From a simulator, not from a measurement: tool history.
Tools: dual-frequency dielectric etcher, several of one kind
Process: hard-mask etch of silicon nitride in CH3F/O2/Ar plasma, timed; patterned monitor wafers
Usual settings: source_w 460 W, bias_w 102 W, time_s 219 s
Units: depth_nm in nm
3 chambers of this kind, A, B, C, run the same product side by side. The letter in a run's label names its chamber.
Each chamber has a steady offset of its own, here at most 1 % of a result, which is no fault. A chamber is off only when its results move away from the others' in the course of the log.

run,day,source_w,bias_w,time_s,hours since the last wet clean,hours since the last source power generator calibration,hours since the last bias power generator calibration,"read-back reference wafer on the same gauge, depth_nm",depth_nm
1A,0.388,460,102,219,316.2,2867.1,893.9,177.07,181.42
2C,0.817,460,102,219,42.5,3262.2,1671.7,177.05,184.2
3B,1.25,460,102,219,48.1,506.9,1977.5,177.03,183.82
4B,1.746,460,102,219,60,518.8,1989.4,177.13,184.43
5A,2.221,460,102,219,360.2,2911.1,937.9,177.21,181.76
6C,2.792,460,102,219,89.9,3309.6,1719.1,177.26,184
7B,3.108,460,102,219,92.7,551.5,2022.1,177.28,184.82
# day 3.425: chamber A: wet clean of the chamber
8C,3.658,460,102,219,110.7,3330.4,1739.9,177.26,184.51
9A,4.062,460,102,219,15.4,2955.3,982.1,177.31,181.17
10A,4.412,460,102,219,23.8,2963.7,990.5,177.33,181.22
11B,4.721,460,102,219,131.4,590.2,2060.8,177.37,184.2
12C,5.162,460,102,219,146.8,3366.5,1776,177.49,184.83
13B,5.617,460,102,219,152.9,611.7,2082.3,177.46,184.7
14C,6.288,460,102,219,173.8,3393.5,1803,177.52,184.47
15A,6.708,460,102,219,78.9,3018.8,1045.6,177.5,182.37
16C,7.262,460,102,219,197.2,3416.9,1826.4,177.68,184.12
17A,7.688,460,102,219,102.4,3042.3,1069.1,177.63,181.93
18B,8.133,460,102,219,213.3,672.1,2142.7,177.69,184.7
19B,8.483,460,102,219,221.7,680.5,2151.1,177.69,184.28
20C,9.038,550,111,219,239.8,3459.5,1869,177.74,202.96
21A,9.604,550,111,219,148.4,3088.3,1115.1,177.81,200.09
22C,10.088,550,111,219,265,3484.7,1894.2,177.84,203.78
23B,10.538,460,102,219,271,729.8,2200.4,177.83,185.04
24A,11.017,460,102,219,182.3,3122.2,1149,177.93,182.23
25C,11.596,460,102,219,301.2,3520.9,1930.4,178.02,184.64
26B,12.175,460,102,219,310.3,769.1,2239.7,177.97,185.33
27A,12.617,460,102,219,220.7,3160.6,1187.4,178.06,182.61
28B,13.288,370,78,219,337,795.8,2266.4,178.09,154.52
29C,13.817,370,78,219,354.5,3574.2,1983.7,178.09,154.95
30A,14.412,370,78,219,263.8,3203.7,1230.5,178.18,152.46

What goes on in this fleet: one chamber off, a drifting gauge, or nothing beyond the chambers' own small offsets? Name the chamber and the cause, if any.

The gauge drifts, so all chambers seem to drift together. No chamber is off.
Cause: gauge reads high (%) = 0.69.
